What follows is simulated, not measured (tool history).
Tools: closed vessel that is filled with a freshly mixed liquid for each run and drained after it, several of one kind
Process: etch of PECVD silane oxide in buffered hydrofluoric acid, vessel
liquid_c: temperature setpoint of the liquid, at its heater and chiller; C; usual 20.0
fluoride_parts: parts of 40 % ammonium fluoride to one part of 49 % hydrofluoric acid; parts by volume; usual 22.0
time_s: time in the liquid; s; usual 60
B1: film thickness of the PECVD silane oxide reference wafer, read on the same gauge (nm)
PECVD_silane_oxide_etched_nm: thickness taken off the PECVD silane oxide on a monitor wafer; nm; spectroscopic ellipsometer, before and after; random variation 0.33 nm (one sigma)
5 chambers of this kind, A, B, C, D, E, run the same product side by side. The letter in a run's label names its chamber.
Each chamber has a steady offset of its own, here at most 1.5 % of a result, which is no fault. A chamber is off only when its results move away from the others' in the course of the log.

{"run": "1D", "hour": 7.6, "liquid_c": 20.0, "fluoride_parts": 22.0, "time_s": 60, "B1": 120.0, "PECVD_silane_oxide_etched_nm": 56.943}
{"run": "2B", "hour": 16.2, "liquid_c": 20.0, "fluoride_parts": 22.0, "time_s": 60, "B1": 120.0, "PECVD_silane_oxide_etched_nm": 55.939}
{"run": "3E", "hour": 24.2, "liquid_c": 20.0, "fluoride_parts": 22.0, "time_s": 60, "B1": 119.99, "PECVD_silane_oxide_etched_nm": 56.33}
{"run": "4A", "hour": 31.3, "liquid_c": 20.0, "fluoride_parts": 22.0, "time_s": 60, "B1": 120.01, "PECVD_silane_oxide_etched_nm": 55.686}
{"run": "5C", "hour": 38.9, "liquid_c": 17.5, "fluoride_parts": 22.0, "time_s": 75, "B1": 120.0, "PECVD_silane_oxide_etched_nm": 60.325}
{"run": "6B", "hour": 52.4, "liquid_c": 17.5, "fluoride_parts": 22.0, "time_s": 75, "B1": 120.0, "PECVD_silane_oxide_etched_nm": 60.82}
{"run": "7C", "hour": 61.0, "liquid_c": 17.5, "fluoride_parts": 22.0, "time_s": 75, "B1": 120.02, "PECVD_silane_oxide_etched_nm": 60.326}
{"run": "8A", "hour": 74.9, "liquid_c": 17.5, "fluoride_parts": 22.0, "time_s": 75, "B1": 120.01, "PECVD_silane_oxide_etched_nm": 60.58}
{"run": "9D", "hour": 90.5, "liquid_c": 17.5, "fluoride_parts": 22.0, "time_s": 75, "B1": 120.02, "PECVD_silane_oxide_etched_nm": 61.673}
{"run": "10E", "hour": 103.4, "liquid_c": 20.0, "fluoride_parts": 22.0, "time_s": 60, "B1": 119.99, "PECVD_silane_oxide_etched_nm": 56.475}
{"run": "11A", "hour": 114.9, "liquid_c": 20.0, "fluoride_parts": 22.0, "time_s": 60, "B1": 120.01, "PECVD_silane_oxide_etched_nm": 56.654}
{"run": "12B", "hour": 128.2, "liquid_c": 20.0, "fluoride_parts": 22.0, "time_s": 60, "B1": 120.0, "PECVD_silane_oxide_etched_nm": 55.796}
{"run": "13C", "hour": 139.0, "liquid_c": 20.0, "fluoride_parts": 22.0, "time_s": 60, "B1": 120.0, "PECVD_silane_oxide_etched_nm": 55.691}
{"run": "14D", "hour": 153.2, "liquid_c": 20.0, "fluoride_parts": 22.0, "time_s": 60, "B1": 120.02, "PECVD_silane_oxide_etched_nm": 56.56}
{"run": "15E", "hour": 163.3, "liquid_c": 20.0, "fluoride_parts": 15.5, "time_s": 60, "B1": 120.0, "PECVD_silane_oxide_etched_nm": 77.263}
{"run": "16A", "hour": 170.6, "liquid_c": 20.0, "fluoride_parts": 15.5, "time_s": 60, "B1": 120.01, "PECVD_silane_oxide_etched_nm": 78.894}
{"run": "17B", "hour": 179.0, "liquid_c": 20.0, "fluoride_parts": 15.5, "time_s": 60, "B1": 120.0, "PECVD_silane_oxide_etched_nm": 77.371}
{"run": "18E", "hour": 193.1, "liquid_c": 20.0, "fluoride_parts": 15.5, "time_s": 60, "B1": 119.98, "PECVD_silane_oxide_etched_nm": 77.566}
{"run": "19C", "hour": 200.1, "liquid_c": 20.0, "fluoride_parts": 15.5, "time_s": 60, "B1": 119.99, "PECVD_silane_oxide_etched_nm": 76.839}
{"run": "20D", "hour": 207.0, "liquid_c": 20.0, "fluoride_parts": 22.0, "time_s": 60, "B1": 119.99, "PECVD_silane_oxide_etched_nm": 56.716}
{"run": "21D", "hour": 216.7, "liquid_c": 20.0, "fluoride_parts": 22.0, "time_s": 60, "B1": 119.98, "PECVD_silane_oxide_etched_nm": 56.418}
{"run": "22E", "hour": 225.7, "liquid_c": 20.0, "fluoride_parts": 22.0, "time_s": 60, "B1": 120.02, "PECVD_silane_oxide_etched_nm": 56.157}
{"run": "23C", "hour": 235.2, "liquid_c": 20.0, "fluoride_parts": 22.0, "time_s": 60, "B1": 120.0, "PECVD_silane_oxide_etched_nm": 56.117}
{"run": "24A", "hour": 242.9, "liquid_c": 20.0, "fluoride_parts": 22.0, "time_s": 60, "B1": 120.01, "PECVD_silane_oxide_etched_nm": 58.641}
{"run": "25B", "hour": 250.1, "liquid_c": 20.0, "fluoride_parts": 22.0, "time_s": 60, "B1": 119.99, "PECVD_silane_oxide_etched_nm": 56.474}
{"run": "26E", "hour": 260.6, "liquid_c": 20.0, "fluoride_parts": 22.0, "time_s": 30, "B1": 120.01, "PECVD_silane_oxide_etched_nm": 27.72}
{"run": "27B", "hour": 268.3, "liquid_c": 20.0, "fluoride_parts": 22.0, "time_s": 30, "B1": 119.99, "PECVD_silane_oxide_etched_nm": 28.062}
{"run": "28D", "hour": 281.2, "liquid_c": 20.0, "fluoride_parts": 22.0, "time_s": 30, "B1": 120.01, "PECVD_silane_oxide_etched_nm": 28.267}
{"run": "29A", "hour": 296.2, "liquid_c": 20.0, "fluoride_parts": 22.0, "time_s": 30, "B1": 120.0, "PECVD_silane_oxide_etched_nm": 29.449}
{"run": "30C", "hour": 308.4, "liquid_c": 20.0, "fluoride_parts": 22.0, "time_s": 30, "B1": 120.01, "PECVD_silane_oxide_etched_nm": 27.734}
{"hour": 316.0, "done": "chamber D: thermometer replaced"}
{"run": "31A", "hour": 323.4, "liquid_c": 17.0, "fluoride_parts": 28.0, "time_s": 60, "B1": 120.0, "PECVD_silane_oxide_etched_nm": 41.79}
{"run": "32C", "hour": 332.6, "liquid_c": 17.0, "fluoride_parts": 28.0, "time_s": 60, "B1": 119.99, "PECVD_silane_oxide_etched_nm": 39.668}
{"run": "33D", "hour": 347.8, "liquid_c": 17.0, "fluoride_parts": 28.0, "time_s": 60, "B1": 120.01, "PECVD_silane_oxide_etched_nm": 39.805}
{"run": "34B", "hour": 357.7, "liquid_c": 17.0, "fluoride_parts": 28.0, "time_s": 60, "B1": 119.99, "PECVD_silane_oxide_etched_nm": 39.683}

Is one chamber off against the others, does the gauge drift, or is nothing wrong? If a chamber is off, say which, and what the likeliest cause is.

Chamber A drifts away from the others.
Cause: liquid hotter than its thermometer reads (K) = 1.23.
The log may not tell that from: hydrofluoric acid flow above the setpoint (%).

Here are 4 candidates for chamber A's next run, each the usual settings with a change, their results left as question marks. Which one brings its results back in line with what the others give on the usual settings?
In line means no further than this from the other chambers' mean on the usual settings: PECVD_silane_oxide_etched_nm 1.200 nm
{"run": "35A-1", "hour": 369.1, "liquid_c": 20.0, "fluoride_parts": 23.0, "time_s": 55, "PECVD_silane_oxide_etched_nm": "?"}
{"run": "35A-2", "hour": 369.1, "liquid_c": 21.0, "fluoride_parts": 22.0, "time_s": 60, "PECVD_silane_oxide_etched_nm": "?"}
{"run": "35A-3", "hour": 369.1, "liquid_c": 19.0, "fluoride_parts": 22.0, "time_s": 60, "PECVD_silane_oxide_etched_nm": "?"}
{"run": "35A-4", "hour": 369.1, "liquid_c": 20.5, "fluoride_parts": 22.0, "time_s": 65, "PECVD_silane_oxide_etched_nm": "?"}

The other chambers' mean on the usual settings: PECVD_silane_oxide_etched_nm 56.189 nm
run=35A-1 PECVD_silane_oxide_etched_nm=53.169
run=35A-2 PECVD_silane_oxide_etched_nm=63.287
run=35A-3 PECVD_silane_oxide_etched_nm=56.514
run=35A-4 PECVD_silane_oxide_etched_nm=66.648
35A-3 brings the chamber back in line.

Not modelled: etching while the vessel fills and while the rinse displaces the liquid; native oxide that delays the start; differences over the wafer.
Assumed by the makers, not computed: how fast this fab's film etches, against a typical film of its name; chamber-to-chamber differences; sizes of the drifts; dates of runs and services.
